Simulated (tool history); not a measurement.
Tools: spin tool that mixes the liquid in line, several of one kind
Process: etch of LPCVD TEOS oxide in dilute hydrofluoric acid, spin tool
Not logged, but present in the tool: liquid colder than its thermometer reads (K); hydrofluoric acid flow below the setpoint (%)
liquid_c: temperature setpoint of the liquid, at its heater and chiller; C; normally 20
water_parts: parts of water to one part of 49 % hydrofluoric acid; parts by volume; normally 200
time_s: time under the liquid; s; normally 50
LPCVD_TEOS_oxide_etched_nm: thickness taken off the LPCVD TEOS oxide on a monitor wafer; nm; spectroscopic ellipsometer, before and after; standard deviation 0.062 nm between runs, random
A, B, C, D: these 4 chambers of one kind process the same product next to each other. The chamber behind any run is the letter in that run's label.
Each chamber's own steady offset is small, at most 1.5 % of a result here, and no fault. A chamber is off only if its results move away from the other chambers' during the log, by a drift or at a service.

run     day  liquid_c  water_parts  time_s  hours since the thermometer was replaced  hours since the hydrofluoric acid flow meter was replaced  read-back film thickness of the LPCVD TEOS oxide reference wafer, read on the same gauge (nm)  LPCVD_TEOS_oxide_etched_nm
 1A   0.271        20          200      50                                      31.4                                                      220.8                                                                                         49.969                      7.0827
 2D     0.5        20          200      50                                     379.5                                                     1097.7                                                                                          49.96                      7.0371
 3C   0.762        20          200      50                                    1217.7                                                      352.6                                                                                          50.07                      7.0081
 4B   1.092        20          200      50                                    2044.2                                                      565.1                                                                                          50.02                      7.0786
 5C   1.421        20          200      50                                    1233.5                                                      368.4                                                                                         50.018                      6.9687
      1.625  -- chamber B: hydrofluoric acid flow meter replaced
 6D   1.688        20          200      50                                       408                                                     1126.2                                                                                             50                      7.0228
 7A   1.962        20          125      50                                        72                                                      261.4                                                                                         50.024                      12.346
 8B   2.208        20          125      50                                      2071                                                         14                                                                                         50.028                      12.046
 9C   2.496        20          125      50                                    1259.3                                                      394.2                                                                                         50.029                      12.162
10D   2.688        20          125      50                                       432                                                     1150.2                                                                                         49.984                       12.17
11A   2.925        20          200      50                                      95.1                                                      284.5                                                                                         50.011                       7.061
12B   3.121        17          275      50                                    2092.9                                                       35.9                                                                                         50.022                      4.2493
13A   3.358        17          275      50                                     105.5                                                      294.9                                                                                          49.99                      4.1756
      3.617  -- chamber D: hydrofluoric acid flow meter replaced
14B   3.642        17          275      50                                    2105.4                                                       48.4                                                                                         49.967                      4.2606
15C    3.95        17          275      50                                    1294.2                                                      429.1                                                                                          50.03                      4.1746
16D   4.304        20          200      50                                     470.8                                                       16.5                                                                                             50                      7.0566
17D   4.471        20          200      50                                     474.8                                                       20.5                                                                                         50.017                      7.0773
18C   4.754        20          200      50                                    1313.5                                                      448.4                                                                                         50.001                      6.8239
19B   4.967        20          160      50                                    2137.2                                                       80.2                                                                                         50.038                      9.3324
20A   5.167        20          160      50                                     148.9                                                      338.3                                                                                         49.933                       9.417
21C   5.429        20          160      50                                    1329.7                                                      464.6                                                                                         50.045                      8.8683
22A   5.588        20          160      50                                       159                                                      348.4                                                                                         49.965                      9.2858
23B     5.9        20          200      50                                    2159.6                                                      102.6                                                                                         49.976                       7.166
24D   6.196        20          200      50                                     516.2                                                       61.9                                                                                         49.963                      6.9277
25C   6.421        20          200      50                                    1353.5                                                      488.4                                                                                          49.94                      6.9367
26B     6.6        20          200      50                                    2176.4                                                      119.4                                                                                          49.95                       7.061
27D   6.796        20          200      50                                     530.6                                                       76.3                                                                                         49.979                       7.129
28A   6.988        20          200      50                                     192.6                                                        382                                                                                         49.989                      7.0335
29A   7.292      21.5          200      30                                     199.9                                                      389.3                                                                                         50.011                      4.4274
30D   7.562      21.5          200      30                                       549                                                       94.7                                                                                         50.054                      4.4625
31C   7.788      21.5          200      30                                    1386.3                                                      521.2                                                                                         50.007                      4.2687
32B   8.058      21.5          200      30                                    2211.4                                                      154.4                                                                                         49.977                       4.568
33B   8.283        20          200      50                                    2216.8                                                      159.8                                                                                         49.938                      7.0232
34C   8.525        20          200      50                                      1404                                                      538.9                                                                                         49.937                      6.7161
35D   8.867        20          200      50                                     580.3                                                        126                                                                                         50.023                      7.1116
36A   9.196        20          200      50                                     245.6                                                        435                                                                                         49.968                      6.8954
37D   9.496        20          200      50                                     595.4                                                      141.1                                                                                         50.008                      7.1202
38C   9.825        20          200      50                                    1435.2                                                      570.1                                                                                         49.991                      6.5083
39B  10.029        20          200      50                                    2258.7                                                      201.7                                                                                         50.017                      7.0696
40A  10.379        20          200      50                                       274                                                      463.4                                                                                         49.942                      7.1692
41A    10.7        20          135      60                                     281.7                                                      471.1                                                                                         49.954                      13.381

Read the log: is a single chamber off, either drifting away or since a service, is the gauge that measures every chamber drifting, or is nothing wrong beyond small per-chamber offsets? Name any odd chamber and what most likely caused it.

One chamber, C, drifts off from the rest bit by bit.
Cause: hydrofluoric acid flow below the setpoint (%) = 6.14.
The log may not separate it from: liquid colder than its thermometer reads (K).

Below are 4 candidate recipes for chamber C's next run, each the usual settings with a change, their results shown as question marks. Which of them brings C's results back in line with what the other chambers give on the usual settings?
In line means no further than this from the other chambers' mean on the usual settings: LPCVD_TEOS_oxide_etched_nm 0.22 nm
42C-1  10.962        20          215      50                                                                                                                                                                                                                               ?
42C-2  10.962        20          185      50                                                                                                                                                                                                                               ?
42C-3  10.962        20          195      50                                                                                                                                                                                                                               ?
42C-4  10.962        20          205      50                                                                                                                                                                                                                               ?

Average result of the remaining chambers running the usual settings: LPCVD_TEOS_oxide_etched_nm 7.0486 nm
  run  LPCVD_TEOS_oxide_etched_nm
42C-1                      5.9023
42C-2                      7.0557
42C-3                      6.6308
42C-4                      6.2485
The answer is 42C-2, which returns the chamber to within the allowed miss of the others.
